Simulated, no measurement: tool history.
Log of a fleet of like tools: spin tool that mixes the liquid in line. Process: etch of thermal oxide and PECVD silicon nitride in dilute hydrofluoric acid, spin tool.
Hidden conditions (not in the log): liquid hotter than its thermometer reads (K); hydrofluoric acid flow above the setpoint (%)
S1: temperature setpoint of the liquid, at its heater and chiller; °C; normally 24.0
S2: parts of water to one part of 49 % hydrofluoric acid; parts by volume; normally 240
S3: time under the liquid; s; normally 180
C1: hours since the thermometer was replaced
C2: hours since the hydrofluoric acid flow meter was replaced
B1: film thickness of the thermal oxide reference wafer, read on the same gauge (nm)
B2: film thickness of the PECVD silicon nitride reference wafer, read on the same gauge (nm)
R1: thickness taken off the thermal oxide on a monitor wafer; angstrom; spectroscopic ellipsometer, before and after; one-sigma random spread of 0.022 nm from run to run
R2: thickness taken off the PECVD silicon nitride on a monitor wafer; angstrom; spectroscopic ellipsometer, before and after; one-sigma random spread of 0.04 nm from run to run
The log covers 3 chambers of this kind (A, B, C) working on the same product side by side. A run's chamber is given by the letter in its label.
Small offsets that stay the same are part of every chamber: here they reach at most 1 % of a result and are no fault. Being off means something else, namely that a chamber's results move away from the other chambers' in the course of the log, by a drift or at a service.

run,hour,S1,S2,S3,C1,C2,B1,B2,R1,R2
1C,6.3,24.0,240,180,264.2,527.3,120.05,139.96,30.796,42.459
2B,12.1,24.0,240,180,1300.6,48.3,119.98,140.04,31.072,42.145
3A,18.3,24.0,240,180,410.6,1112.3,119.97,140.00,31.552,42.913
4B,22.3,24.0,240,180,1310.8,58.5,120.01,140.00,31.414,42.987
5C,30.0,24.0,240,180,287.9,551.0,120.00,139.97,31.383,41.774
6A,36.8,24.0,155,220,429.1,1130.8,119.99,139.98,65.411,80.193
7C,43.0,24.0,155,220,300.9,564.0,120.02,139.99,64.199,80.386
8B,50.6,24.0,155,220,1339.1,86.8,120.03,139.97,64.910,80.989
9A,55.9,26.5,240,90,448.2,1149.9,119.97,140.02,17.191,24.516
10B,60.6,26.5,240,90,1349.1,96.8,119.97,139.98,17.137,24.662
11A,67.5,26.5,240,90,459.8,1161.5,120.07,140.01,17.396,24.858
12C,74.2,24.0,240,180,332.1,595.2,119.96,140.01,32.127,43.476
13A,81.1,28.5,240,125,473.4,1175.1,119.98,140.01,25.485,39.655
14C,87.9,28.5,240,125,345.8,608.9,120.00,140.01,26.447,40.354
15B,93.5,28.5,240,125,1382.0,129.7,120.00,140.01,25.325,38.891
16C,99.9,24.0,240,180,357.8,620.9,120.00,139.99,32.105,43.602
17A,107.0,24.0,240,180,499.3,1201.0,119.98,139.98,31.987,43.032
18B,112.3,24.0,240,180,1400.8,148.5,120.03,140.02,31.227,42.594
19A,120.3,24.0,240,180,512.6,1214.3,120.00,139.98,31.921,42.559
20C,125.9,24.0,240,180,383.8,646.9,119.97,140.02,32.625,44.257
21B,133.0,24.0,240,180,1421.5,169.2,119.96,140.03,31.314,42.572
22A,141.0,24.0,240,180,533.3,1235.0,119.98,140.03,31.817,42.969
23C,144.6,24.0,240,180,402.5,665.6,119.98,140.01,32.361,44.507
24B,150.3,24.0,240,180,1438.8,186.5,119.92,140.02,30.953,42.409
25A,158.3,24.0,240,180,550.6,1252.3,119.96,140.01,31.858,43.012
26B,162.2,24.0,240,180,1450.7,198.4,120.00,139.98,31.585,42.753
27C,168.9,24.0,240,180,426.8,689.9,120.01,140.03,32.912,44.948
28A,176.7,24.0,240,180,569.0,1270.7,119.97,140.01,31.771,42.088

What goes on in this fleet: one chamber off, a drifting gauge, or nothing beyond the chambers' own small offsets? Name the chamber and the cause, if any.

One chamber, C, drifts off from the rest bit by bit.
Cause: hydrofluoric acid flow above the setpoint (%) = 4.89.

Below are 4 candidate recipes for chamber C's next run, each the usual settings with a change, their results shown as question marks. Which of them brings C's results back in line with what the other chambers give on the usual settings?
In line means no further than this from the other chambers' mean on the usual settings: R1 0.760 angstrom; R2 1.400 angstrom
29C-1,182.5,24.0,235,185,,,,,?,?
29C-2,182.5,24.0,245,175,,,,,?,?
29C-3,182.5,24.0,255,175,,,,,?,?
29C-4,182.5,24.0,225,185,,,,,?,?

Usual-settings mean across the other chambers: R1 31.507 angstrom; R2 42.754 angstrom
run,R1,R2
29C-1,35.015,46.926
29C-2,31.452,42.590
29C-3,29.920,40.933
29C-4,36.943,48.995
The answer is 29C-2, which returns the chamber to within the allowed miss of the others.

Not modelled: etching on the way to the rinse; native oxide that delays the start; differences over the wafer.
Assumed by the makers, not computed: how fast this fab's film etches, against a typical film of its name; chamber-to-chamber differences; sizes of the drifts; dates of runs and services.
